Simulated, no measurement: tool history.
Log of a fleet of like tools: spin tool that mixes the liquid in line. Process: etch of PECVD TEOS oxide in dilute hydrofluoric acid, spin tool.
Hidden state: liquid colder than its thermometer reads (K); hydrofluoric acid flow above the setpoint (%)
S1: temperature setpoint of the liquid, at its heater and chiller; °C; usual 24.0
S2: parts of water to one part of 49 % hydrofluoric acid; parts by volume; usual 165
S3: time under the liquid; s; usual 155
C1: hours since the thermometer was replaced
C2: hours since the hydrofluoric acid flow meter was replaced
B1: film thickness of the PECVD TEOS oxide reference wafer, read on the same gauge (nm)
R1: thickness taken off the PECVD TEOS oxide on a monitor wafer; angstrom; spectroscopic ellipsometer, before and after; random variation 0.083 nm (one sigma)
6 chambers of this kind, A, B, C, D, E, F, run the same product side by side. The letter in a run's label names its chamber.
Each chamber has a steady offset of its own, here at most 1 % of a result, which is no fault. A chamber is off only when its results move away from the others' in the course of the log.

run   hour    S1   S2   S3      C1      C2      B1      R1
 1C    8.0  24.0  165  155  1505.1   348.9  149.98  141.77
 2F   21.9  24.0  165  155   901.2  1506.0  149.98  142.51
 3A   29.9  24.0  165  155  1439.5  1187.9  150.00  144.10
 4D   41.3  24.0  165  155   858.0  1335.0  149.97  143.68
 5E   53.3  24.0  165  155  1264.5   542.6  150.01  143.64
 6B   62.4  24.0  165  155  1794.4   189.7  149.97  142.78
 7B   74.4  24.0  165  155  1806.4   201.7  150.00  142.02
 8E   82.5  24.0  165  155  1293.7   571.8  150.02  141.97
 9F   96.8  24.0  165  155   976.1  1580.9  149.99  142.18
10A  104.5  24.0  165  155  1514.1  1262.5  149.98  145.72
11C  114.9  24.0  165  155  1612.0   455.8  150.05  144.54
12D  128.9  24.0  165  155   945.6  1422.6  149.97  145.13
13E  135.3  24.0  165  155  1346.5   624.6  150.00  142.78
14D  145.2  24.0  165  155   961.9  1438.9  149.96  144.08
15F  157.6  21.5  165  155  1036.9  1641.7  150.02  129.57
16B  170.4  21.5  165  155  1902.4   297.7  149.99  129.10
17C  182.4  21.5  165  155  1679.5   523.3  150.00  130.47
18A  188.8  21.5  165  155  1598.4  1346.8  149.99  130.98
19A  197.3  21.5  165  155  1606.9  1355.3  150.01  131.09
20C  209.1  21.5  165  155  1706.2   550.0  149.98  130.11
21F  221.2  24.0  165  155  1100.5  1705.3  149.97  141.34
22D  235.3  24.0  165  155  1052.0  1529.0  150.01  144.64
23B  245.6  24.0  165  155  1977.6   372.9  149.99  142.52
24E  259.7  24.0  165  155  1470.9   749.0  150.02  143.31
25F  266.7  24.0  165  155  1146.0  1750.8  149.99  142.68
26E  280.4  24.0  165  155  1491.6   769.7  150.02  142.32
     287.6  -- chamber E: hydrofluoric acid flow meter replaced
27A  293.8  24.0  165  155  1703.4  1451.8  150.01  143.77
28C  304.7  24.0  165  155  1801.8   645.6  150.00  140.64
29B  318.9  24.0  165  155  2050.9   446.2  150.01  142.44
30D  325.4  24.0  165  155  1142.1  1619.1  149.98  143.09
     331.3  -- chamber A: thermometer replaced
31F  339.5  24.0  165  155  1218.8  1823.6  150.00  141.32
32A  353.3  26.0  165  155    22.0  1511.3  149.99  154.72
33B  365.9  26.0  165  155  2097.9   493.2  149.99  153.35
34E  373.9  26.0  165  155  1585.1    86.4  149.98  152.07
35D  381.1  26.0  165  155  1197.8  1674.8  150.00  155.47
36C  394.1  26.0  165  155  1891.2   735.0  149.99  154.96
37E  403.2  26.0  165  155  1614.4   115.7  150.01  152.69
38A  417.6  24.0  165  155    86.3  1575.6  150.00  145.80
39C  424.7  24.0  165  155  1921.8   765.6  150.01  142.20
40D  431.0  20.5  165  155  1247.7  1724.7  150.00  124.65
41B  442.3  20.5  165  155  2174.3   569.6  149.98  124.11
42F  456.2  20.5  165  155  1335.5  1940.3  149.99  124.20

Next, every chamber runs the same settings. What will each give?
43A  466.8  24.0  165  210               ?
43B  466.8  24.0  165  210               ?
43C  466.8  24.0  165  210               ?
43D  466.8  24.0  165  210               ?
43E  466.8  24.0  165  210               ?
43F  466.8  24.0  165  210               ?

run      R1
43A  196.37
43B  192.49
43C  194.18
43D  195.04
43E  193.57
43F  191.76
